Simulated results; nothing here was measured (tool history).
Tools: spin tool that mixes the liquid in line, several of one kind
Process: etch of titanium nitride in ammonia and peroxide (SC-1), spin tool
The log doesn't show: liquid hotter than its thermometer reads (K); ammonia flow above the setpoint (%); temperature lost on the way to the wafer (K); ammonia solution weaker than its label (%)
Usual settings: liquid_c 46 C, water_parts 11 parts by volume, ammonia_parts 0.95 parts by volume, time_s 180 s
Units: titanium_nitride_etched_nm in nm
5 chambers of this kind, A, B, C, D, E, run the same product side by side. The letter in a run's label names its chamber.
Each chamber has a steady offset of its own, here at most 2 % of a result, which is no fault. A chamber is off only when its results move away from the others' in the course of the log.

run   hour  liquid_c  water_parts  ammonia_parts  time_s  hours since the thermometer was replaced  hours since the ammonia flow meter was replaced  hours since the heated supply line was repaired  hours since the drum of ammonia solution was connected  read-back film thickness of the titanium nitride reference wafer, read on the same gauge (nm)  titanium_nitride_etched_nm
 1A    7.7        46           11           0.95     180                                     192.4                                           1425.8                                           2401.5                                                   197.2                                                                                         130.03                      4.9201
 2D   13.6        46           11           0.95     180                                    1385.4                                            161.9                                             1110                                                   532.9                                                                                         130.01                       4.978
 3E   23.3        46           11           0.95     180                                     209.8                                           1051.6                                           1669.6                                                   538.2                                                                                         130.02                      4.8581
 4C   33.8        46           11           0.95     180                                     653.6                                            200.3                                           3340.4                                                  1037.8                                                                                         130.01                      4.7702
 5B   38.8        46           11           0.95     180                                     921.3                                            149.4                                           2232.7                                                     179                                                                                            130                      4.7864
 6A   43.8        46           11           0.95     180                                     228.5                                           1461.9                                           2437.6                                                   233.3                                                                                         130.02                      4.9898
      48.2  -- chamber A: new drum of ammonia solution connected
 7B   49.1        46           11           0.95     180                                     931.6                                            159.7                                             2243                                                   189.3                                                                                         130.02                      4.7739
      55.9  -- chamber E: new drum of ammonia solution connected
 8E   59.4        46           11           0.95     270                                     245.9                                           1087.7                                           1705.7                                                     3.6                                                                                            130                      7.2987
      65.1  -- chamber C: heated supply line repaired
 9D   65.9        46           11           0.95     270                                    1437.7                                            214.2                                           1162.3                                                   585.2                                                                                         129.99                      7.3947
10C   74.8        46           11           0.95     270                                     694.6                                            241.3                                              9.7                                                  1078.8                                                                                         129.99                        7.15
11C   84.8        46           11           0.95     270                                     704.6                                            251.3                                             19.7                                                  1088.8                                                                                         129.99                      7.2777
12B   92.2        46           11           0.95     270                                     974.7                                            202.8                                           2286.1                                                   232.4                                                                                         130.02                      7.0801
13D   98.6        38           11           0.95     180                                    1470.4                                            246.9                                             1195                                                   617.9                                                                                         130.01                      2.7031
     103.4  -- chamber C: new drum of ammonia solution connected
14A  104.4        38           11           0.95     180                                     289.1                                           1522.5                                           2498.2                                                    56.3                                                                                         129.99                       2.717
15E  111.4        38           11           0.95     180                                     297.9                                           1139.7                                           1757.7                                                    55.6                                                                                         130.02                      2.6375
16C  116.8        38           11           0.95     180                                     736.6                                            283.3                                             51.7                                                    13.4                                                                                            130                      2.6627
17E  125.7        38           11           0.95     180                                     312.2                                             1154                                             1772                                                    69.9                                                                                         129.99                      2.6275
18B  134.4        46           11           0.95     180                                    1016.9                                              245                                           2328.3                                                   274.6                                                                                            130                      4.7907
       142  -- chamber D: new drum of ammonia solution connected
19D  144.8        46           11           0.95     180                                    1516.6                                            293.1                                           1241.2                                                     2.9                                                                                         129.98                      4.9357
20A  151.8        46           11           0.95     180                                     336.5                                           1569.9                                           2545.6                                                   103.7                                                                                         129.97                       4.909
21B  160.6        46           11           0.95     270                                    1043.1                                            271.2                                           2354.5                                                   300.8                                                                                         129.98                      7.1936
     163.2  -- chamber E: ammonia flow meter replaced
22C  165.7        46           11           0.95     270                                     785.5                                            332.2                                            100.6                                                    62.3                                                                                         130.01                      7.1351
23D    176        46           11           0.95     270                                    1547.8                                            324.3                                           1272.4                                                    34.1                                                                                         129.99                      7.4617
24E  180.7        46           11           0.95     270                                     367.2                                             17.5                                             1827                                                   124.9                                                                                         130.01                      7.2034
25A  189.5        46           11           0.95     270                                     374.2                                           1607.6                                           2583.3                                                   141.4                                                                                            130                      7.2136
26B  195.5        46           11           0.95     180                                      1078                                            306.1                                           2389.4                                                   335.7                                                                                         129.99                      4.7445
27D  205.5        46           11           0.95     180                                    1577.3                                            353.8                                           1301.9                                                    63.6                                                                                         129.99                      4.9111
28A  210.9        46           11           0.95     180                                     395.6                                             1629                                           2604.7                                                   162.8                                                                                            130                      4.9197
29E  218.6        46           11           0.95     180                                     405.1                                             55.4                                           1864.9                                                   162.8                                                                                         130.01                      4.7268
30C  227.3      52.5         13.5           0.95     180                                     847.1                                            393.8                                            162.2                                                   123.9                                                                                         130.03                       6.904
31C    232      52.5         13.5           0.95     180                                     851.8                                            398.5                                            166.9                                                   128.6                                                                                         130.01                      6.9637
32A  242.1      52.5         13.5           0.95     180                                     426.8                                           1660.2                                           2635.9                                                     194                                                                                         129.99                      7.0452
33D  246.7      52.5         13.5           0.95     180                                    1618.5                                              395                                           1343.1                                                   104.8                                                                                            130                      7.0159
34E  252.7      52.5         13.5           0.95     180                                     439.2                                             89.5                                             1899                                                   196.9                                                                                         130.02                        6.69
35B  260.3        46           11           0.95     180                                    1142.8                                            370.9                                           2454.2                                                   400.5                                                                                         130.02                      4.7114
36D  267.4        46           11           0.95     180                                    1639.2                                            415.7                                           1363.8                                                   125.5                                                                                            130                      4.9639
37A  274.8        46           11           0.95     180                                     459.5                                           1692.9                                           2668.6                                                   226.7                                                                                         130.01                      4.9753
38B  280.7        46           11           0.95     180                                    1163.2                                            391.3                                           2474.6                                                   420.9                                                                                         130.02                      4.7161
39C  287.7        46           11           0.95     180                                     907.5                                            454.2                                            222.6                                                   184.3                                                                                            130                      4.8588

Next, every chamber runs the same settings. What will each give?
40A  295.2        46           11            0.8     180                                                                                                                                                                                                                                                                                                                              ?
40B  295.2        46           11            0.8     180                                                                                                                                                                                                                                                                                                                              ?
40C  295.2        46           11            0.8     180                                                                                                                                                                                                                                                                                                                              ?
40D  295.2        46           11            0.8     180                                                                                                                                                                                                                                                                                                                              ?
40E  295.2        46           11            0.8     180                                                                                                                                                                                                                                                                                                                              ?

run  titanium_nitride_etched_nm
40A                      4.7078
40B                      4.6554
40C                      4.6884
40D                      4.7089
40E                      4.4911
